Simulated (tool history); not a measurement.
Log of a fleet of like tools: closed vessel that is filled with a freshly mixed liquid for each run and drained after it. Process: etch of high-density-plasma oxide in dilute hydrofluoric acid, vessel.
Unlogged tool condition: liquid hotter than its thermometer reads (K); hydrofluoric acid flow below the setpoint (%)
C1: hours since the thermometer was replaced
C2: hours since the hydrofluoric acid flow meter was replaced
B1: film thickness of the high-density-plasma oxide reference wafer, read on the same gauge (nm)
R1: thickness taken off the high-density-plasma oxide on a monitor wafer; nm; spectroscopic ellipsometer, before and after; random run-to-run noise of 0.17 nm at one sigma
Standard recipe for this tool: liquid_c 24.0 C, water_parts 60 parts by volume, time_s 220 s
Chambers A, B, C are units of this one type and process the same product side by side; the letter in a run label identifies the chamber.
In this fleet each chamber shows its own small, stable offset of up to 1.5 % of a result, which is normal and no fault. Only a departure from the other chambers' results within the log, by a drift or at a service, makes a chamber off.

{"run": "1A", "hour": 2.0, "liquid_c": 24.0, "water_parts": 60, "time_s": 220, "C1": 464.4, "C2": 211.9, "B1": 110.0, "R1": 19.781}
{"run": "2C", "hour": 5.1, "liquid_c": 24.0, "water_parts": 60, "time_s": 220, "C1": 1405.8, "C2": 1166.5, "B1": 110.02, "R1": 20.17}
{"run": "3B", "hour": 9.3, "liquid_c": 24.0, "water_parts": 60, "time_s": 220, "C1": 2133.7, "C2": 887.0, "B1": 110.0, "R1": 20.0}
{"run": "4C", "hour": 11.8, "liquid_c": 24.0, "water_parts": 60, "time_s": 220, "C1": 1412.5, "C2": 1173.2, "B1": 110.01, "R1": 19.963}
{"run": "5B", "hour": 15.0, "liquid_c": 24.0, "water_parts": 60, "time_s": 220, "C1": 2139.4, "C2": 892.7, "B1": 109.97, "R1": 20.274}
{"run": "6A", "hour": 18.2, "liquid_c": 24.0, "water_parts": 60, "time_s": 220, "C1": 480.6, "C2": 228.1, "B1": 110.0, "R1": 20.121}
{"run": "7A", "hour": 20.4, "liquid_c": 24.0, "water_parts": 60, "time_s": 220, "C1": 482.8, "C2": 230.3, "B1": 110.01, "R1": 20.031}
{"run": "8B", "hour": 23.5, "liquid_c": 24.0, "water_parts": 60, "time_s": 220, "C1": 2147.9, "C2": 901.2, "B1": 110.0, "R1": 20.359}
{"run": "9C", "hour": 26.1, "liquid_c": 24.0, "water_parts": 60, "time_s": 220, "C1": 1426.8, "C2": 1187.5, "B1": 110.0, "R1": 19.81}
{"run": "10A", "hour": 28.2, "liquid_c": 24.0, "water_parts": 60, "time_s": 220, "C1": 490.6, "C2": 238.1, "B1": 110.01, "R1": 20.168}
{"run": "11B", "hour": 31.2, "liquid_c": 24.0, "water_parts": 60, "time_s": 220, "C1": 2155.6, "C2": 908.9, "B1": 109.99, "R1": 19.981}
{"run": "12C", "hour": 34.6, "liquid_c": 24.0, "water_parts": 60, "time_s": 145, "C1": 1435.3, "C2": 1196.0, "B1": 109.99, "R1": 12.959}
{"run": "13B", "hour": 38.8, "liquid_c": 24.0, "water_parts": 60, "time_s": 145, "C1": 2163.2, "C2": 916.5, "B1": 110.0, "R1": 13.367}
{"run": "14A", "hour": 41.4, "liquid_c": 24.0, "water_parts": 60, "time_s": 145, "C1": 503.8, "C2": 251.3, "B1": 110.0, "R1": 13.124}
{"run": "15C", "hour": 45.2, "liquid_c": 24.0, "water_parts": 60, "time_s": 220, "C1": 1445.9, "C2": 1206.6, "B1": 110.0, "R1": 19.75}
{"run": "16A", "hour": 49.0, "liquid_c": 24.0, "water_parts": 60, "time_s": 125, "C1": 511.4, "C2": 258.9, "B1": 110.02, "R1": 11.372}
{"run": "17B", "hour": 53.1, "liquid_c": 24.0, "water_parts": 60, "time_s": 125, "C1": 2177.5, "C2": 930.8, "B1": 110.0, "R1": 11.338}
{"run": "18C", "hour": 57.2, "liquid_c": 24.0, "water_parts": 60, "time_s": 125, "C1": 1457.9, "C2": 1218.6, "B1": 110.0, "R1": 11.016}
{"run": "19B", "hour": 60.0, "liquid_c": 24.0, "water_parts": 60, "time_s": 220, "C1": 2184.4, "C2": 937.7, "B1": 110.02, "R1": 20.063}
{"hour": 62.9, "done": "chamber B: thermometer replaced"}
{"run": "20A", "hour": 63.0, "liquid_c": 24.0, "water_parts": 60, "time_s": 220, "C1": 525.4, "C2": 272.9, "B1": 109.98, "R1": 19.86}
{"run": "21C", "hour": 66.6, "liquid_c": 27.0, "water_parts": 35, "time_s": 220, "C1": 1467.3, "C2": 1228.0, "B1": 110.01, "R1": 38.376}
{"run": "22C", "hour": 69.3, "liquid_c": 27.0, "water_parts": 35, "time_s": 220, "C1": 1470.0, "C2": 1230.7, "B1": 110.0, "R1": 37.976}
{"run": "23B", "hour": 72.1, "liquid_c": 27.0, "water_parts": 35, "time_s": 220, "C1": 9.2, "C2": 949.8, "B1": 110.0, "R1": 41.029}
{"run": "24A", "hour": 75.0, "liquid_c": 24.0, "water_parts": 60, "time_s": 220, "C1": 537.4, "C2": 284.9, "B1": 110.01, "R1": 19.91}
{"run": "25C", "hour": 78.5, "liquid_c": 24.0, "water_parts": 60, "time_s": 220, "C1": 1479.2, "C2": 1239.9, "B1": 109.99, "R1": 19.268}
{"run": "26A", "hour": 81.4, "liquid_c": 24.0, "water_parts": 60, "time_s": 220, "C1": 543.8, "C2": 291.3, "B1": 110.0, "R1": 19.788}
{"run": "27B", "hour": 84.0, "liquid_c": 24.0, "water_parts": 60, "time_s": 220, "C1": 21.1, "C2": 961.7, "B1": 110.02, "R1": 19.769}
{"run": "28B", "hour": 87.5, "liquid_c": 24.0, "water_parts": 60, "time_s": 220, "C1": 24.6, "C2": 965.2, "B1": 109.99, "R1": 20.127}
{"run": "29C", "hour": 89.9, "liquid_c": 24.0, "water_parts": 60, "time_s": 220, "C1": 1490.6, "C2": 1251.3, "B1": 110.02, "R1": 18.929}
{"run": "30A", "hour": 94.0, "liquid_c": 24.0, "water_parts": 60, "time_s": 220, "C1": 556.4, "C2": 303.9, "B1": 110.01, "R1": 20.165}
{"run": "31C", "hour": 96.2, "liquid_c": 24.0, "water_parts": 60, "time_s": 220, "C1": 1496.9, "C2": 1257.6, "B1": 110.0, "R1": 18.859}
{"run": "32A", "hour": 98.2, "liquid_c": 24.0, "water_parts": 35, "time_s": 220, "C1": 560.6, "C2": 308.1, "B1": 109.98, "R1": 36.498}
{"run": "33B", "hour": 100.9, "liquid_c": 24.0, "water_parts": 35, "time_s": 220, "C1": 38.0, "C2": 978.6, "B1": 110.02, "R1": 35.711}
{"run": "34B", "hour": 103.2, "liquid_c": 24.0, "water_parts": 35, "time_s": 220, "C1": 40.3, "C2": 980.9, "B1": 109.99, "R1": 35.636}
{"run": "35A", "hour": 105.6, "liquid_c": 24.0, "water_parts": 75, "time_s": 220, "C1": 568.0, "C2": 315.5, "B1": 109.99, "R1": 15.72}
{"run": "36C", "hour": 108.5, "liquid_c": 24.0, "water_parts": 75, "time_s": 220, "C1": 1509.2, "C2": 1269.9, "B1": 110.01, "R1": 14.623}
{"run": "37A", "hour": 111.0, "liquid_c": 24.0, "water_parts": 75, "time_s": 220, "C1": 573.4, "C2": 320.9, "B1": 110.02, "R1": 15.653}
{"run": "38C", "hour": 113.2, "liquid_c": 24.0, "water_parts": 60, "time_s": 220, "C1": 1513.9, "C2": 1274.6, "B1": 110.0, "R1": 18.624}
{"run": "39B", "hour": 117.3, "liquid_c": 24.0, "water_parts": 60, "time_s": 220, "C1": 54.4, "C2": 995.0, "B1": 110.01, "R1": 20.202}
{"run": "40C", "hour": 120.9, "liquid_c": 24.0, "water_parts": 60, "time_s": 220, "C1": 1521.6, "C2": 1282.3, "B1": 110.0, "R1": 18.528}
{"run": "41B", "hour": 123.6, "liquid_c": 24.0, "water_parts": 60, "time_s": 220, "C1": 60.7, "C2": 1001.3, "B1": 110.0, "R1": 20.16}
{"run": "42A", "hour": 127.0, "liquid_c": 24.0, "water_parts": 60, "time_s": 220, "C1": 589.4, "C2": 336.9, "B1": 110.03, "R1": 19.733}
{"run": "43C", "hour": 130.2, "liquid_c": 22.5, "water_parts": 60, "time_s": 340, "C1": 1530.9, "C2": 1291.6, "B1": 109.99, "R1": 26.854}
{"run": "44A", "hour": 132.1, "liquid_c": 22.5, "water_parts": 60, "time_s": 340, "C1": 594.5, "C2": 342.0, "B1": 110.01, "R1": 29.425}

For the next run the whole fleet of 3 chambers uses the same settings. Give each chamber's results:
{"run": "45A", "hour": 135.2, "liquid_c": 24.0, "water_parts": 60, "time_s": 100, "R1": "?"}
{"run": "45B", "hour": 135.2, "liquid_c": 24.0, "water_parts": 60, "time_s": 100, "R1": "?"}
{"run": "45C", "hour": 135.2, "liquid_c": 24.0, "water_parts": 60, "time_s": 100, "R1": "?"}

run=45A R1=9.0455
run=45B R1=9.1689
run=45C R1=8.4356
